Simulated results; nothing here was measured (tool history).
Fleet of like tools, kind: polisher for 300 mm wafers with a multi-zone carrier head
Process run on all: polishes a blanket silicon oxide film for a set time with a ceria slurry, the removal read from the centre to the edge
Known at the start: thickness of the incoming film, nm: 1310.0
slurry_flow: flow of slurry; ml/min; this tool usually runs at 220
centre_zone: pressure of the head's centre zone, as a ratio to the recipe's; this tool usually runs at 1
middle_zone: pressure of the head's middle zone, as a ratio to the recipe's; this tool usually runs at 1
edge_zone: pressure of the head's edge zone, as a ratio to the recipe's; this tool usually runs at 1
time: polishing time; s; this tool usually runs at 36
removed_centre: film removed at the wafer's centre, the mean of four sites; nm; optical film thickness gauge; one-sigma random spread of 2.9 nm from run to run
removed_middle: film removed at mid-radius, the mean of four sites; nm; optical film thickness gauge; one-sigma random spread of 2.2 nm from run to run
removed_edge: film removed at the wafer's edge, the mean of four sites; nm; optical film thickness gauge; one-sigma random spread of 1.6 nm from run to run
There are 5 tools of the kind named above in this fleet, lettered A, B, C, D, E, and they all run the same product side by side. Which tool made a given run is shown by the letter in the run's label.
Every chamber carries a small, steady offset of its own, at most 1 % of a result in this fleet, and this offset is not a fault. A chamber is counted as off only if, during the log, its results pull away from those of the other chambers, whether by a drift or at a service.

Run 1A, hour 6.9: usual settings. Result: removed_centre 202.26 nm, removed_middle 202.72 nm, removed_edge 198.98 nm.
At hour 8.6: chamber C: centre zone pressure recalibrated.
Run 2E, hour 15.3: usual settings. Result: removed_centre 200.95 nm, removed_middle 203.17 nm, removed_edge 201.64 nm.
Run 3C, hour 23.2: usual settings. Result: removed_centre 201.89 nm, removed_middle 202.18 nm, removed_edge 199.74 nm.
At hour 25.8: chamber A: worn pad replaced by a new one.
Run 4B, hour 27.9: usual settings. Result: removed_centre 196.14 nm, removed_middle 203.54 nm, removed_edge 199.86 nm.
Run 5D, hour 38.1: usual settings. Result: removed_centre 201.4 nm, removed_middle 196.23 nm, removed_edge 200.32 nm.
At hour 39.5: chamber E: worn pad replaced by a new one.
Run 6C, hour 44.3: usual settings. Result: removed_centre 202.36 nm, removed_middle 203.39 nm, removed_edge 202.12 nm.
Run 7A, hour 51.1: usual settings. Result: removed_centre 202.95 nm, removed_middle 203.2 nm, removed_edge 199.78 nm.
Run 8B, hour 56.8: usual settings. Result: removed_centre 201.79 nm, removed_middle 202.17 nm, removed_edge 200.11 nm.
At hour 60.5: chamber E: centre zone pressure recalibrated.
Run 9E, hour 65: usual settings. Result: removed_centre 201.74 nm, removed_middle 206.03 nm, removed_edge 201.28 nm.
At hour 73.4: chamber D: worn pad replaced by a new one.
Run 10D, hour 75.2: usual settings. Result: removed_centre 196.87 nm, removed_middle 197.04 nm, removed_edge 201.65 nm.
At hour 76.8: chamber B: worn pad replaced by a new one.
Run 11C, hour 83.9: usual settings. Result: removed_centre 206.8 nm, removed_middle 199.54 nm, removed_edge 202.8 nm.
Run 12A, hour 89.6: usual settings. Result: removed_centre 203.09 nm, removed_middle 201.3 nm, removed_edge 203.57 nm.
Run 13D, hour 97.9: usual settings but edge_zone 1.04. Result: removed_centre 200.62 nm, removed_middle 200.83 nm, removed_edge 208.76 nm.
Run 14B, hour 104.1: usual settings but edge_zone 1.04. Result: removed_centre 202 nm, removed_middle 202.95 nm, removed_edge 206.28 nm.
Run 15E, hour 110.6: usual settings but edge_zone 1.04. Result: removed_centre 203.85 nm, removed_middle 203.41 nm, removed_edge 208.53 nm.
Run 16A, hour 116.3: usual settings but edge_zone 1.04. Result: removed_centre 203.73 nm, removed_middle 201.37 nm, removed_edge 204.91 nm.
Run 17B, hour 125.8: usual settings but edge_zone 1.04. Result: removed_centre 201.93 nm, removed_middle 204.23 nm, removed_edge 210.08 nm.
At hour 127.7: chamber B: slurry nozzle cleaned.
At hour 134.2: chamber A: worn pad replaced by a new one.
Run 18C, hour 135.2: usual settings. Result: removed_centre 196.74 nm, removed_middle 202.48 nm, removed_edge 201.73 nm.
At hour 136.1: chamber D: slurry nozzle cleaned.
At hour 136.1: chamber E: slurry nozzle cleaned.
At hour 136.6: chamber C: worn pad replaced by a new one.
Run 19D, hour 144.6: usual settings but slurry_flow 285 ml/min, edge_zone 0.96. Result: removed_centre 206.82 nm, removed_middle 206.22 nm, removed_edge 203.26 nm.
At hour 145.4: chamber E: worn pad replaced by a new one.
Run 20E, hour 151.3: usual settings but slurry_flow 285 ml/min, edge_zone 0.96. Result: removed_centre 207.69 nm, removed_middle 207 nm, removed_edge 204.7 nm.
Run 21B, hour 156.5: usual settings but slurry_flow 285 ml/min, edge_zone 0.96. Result: removed_centre 208.43 nm, removed_middle 208.53 nm, removed_edge 201.87 nm.
Run 22C, hour 164.6: usual settings but slurry_flow 285 ml/min, edge_zone 0.96. Result: removed_centre 209.8 nm, removed_middle 207.29 nm, removed_edge 204.92 nm.
Run 23E, hour 174.3: usual settings but slurry_flow 285 ml/min, edge_zone 0.96. Result: removed_centre 210.45 nm, removed_middle 208.92 nm, removed_edge 206.22 nm.
At hour 179.9: chamber C: slurry nozzle cleaned.
Run 24A, hour 183.6: usual settings. Result: removed_centre 199.61 nm, removed_middle 204.9 nm, removed_edge 202.79 nm.
At hour 191.6: chamber B: worn pad replaced by a new one.
Run 25D, hour 193.4: usual settings. Result: removed_centre 200.52 nm, removed_middle 198.49 nm, removed_edge 202.63 nm.
Run 26A, hour 203.5: usual settings but edge_zone 0.91. Result: removed_centre 193.45 nm, removed_middle 203.45 nm, removed_edge 193.77 nm.
Run 27E, hour 211.8: usual settings but edge_zone 0.91. Result: removed_centre 205.95 nm, removed_middle 200.51 nm, removed_edge 194.51 nm.
At hour 213: chamber D: edge zone pressure recalibrated.
Run 28B, hour 216.4: usual settings but edge_zone 0.91. Result: removed_centre 205.55 nm, removed_middle 202.42 nm, removed_edge 190.11 nm.
Run 29D, hour 222.2: usual settings but edge_zone 0.91. Result: removed_centre 206.43 nm, removed_middle 203.42 nm, removed_edge 193.49 nm.
Run 30C, hour 230.4: usual settings but edge_zone 0.91. Result: removed_centre 207.55 nm, removed_middle 204.59 nm, removed_edge 191.7 nm.
Run 31D, hour 239.4: usual settings but middle_zone 0.96, time 46 s. Result: removed_centre 257.16 nm, removed_middle 250.93 nm, removed_edge 258.03 nm.
Run 32B, hour 249.2: usual settings but middle_zone 0.96, time 46 s. Result: removed_centre 260.06 nm, removed_middle 251.12 nm, removed_edge 257.92 nm.

Each of the 5 chambers runs these same settings next. Fill in every chamber's results:
Run 33A, hour 256.6: usual settings but middle_zone 1.06. Result: removed_centre ?, removed_middle ?, removed_edge ?.
Run 33B, hour 256.6: usual settings but middle_zone 1.06. Result: removed_centre ?, removed_middle ?, removed_edge ?.
Run 33C, hour 256.6: usual settings but middle_zone 1.06. Result: removed_centre ?, removed_middle ?, removed_edge ?.
Run 33D, hour 256.6: usual settings but middle_zone 1.06. Result: removed_centre ?, removed_middle ?, removed_edge ?.
Run 33E, hour 256.6: usual settings but middle_zone 1.06. Result: removed_centre ?, removed_middle ?, removed_edge ?.

run  removed_centre  removed_middle  removed_edge
33A          199.64          214.62        201.57
33B          206.22          216.09        202.14
33C          200.97          212.11        201.99
33D           198.3          213.98        205.01
33E          204.85          212.85        200.17
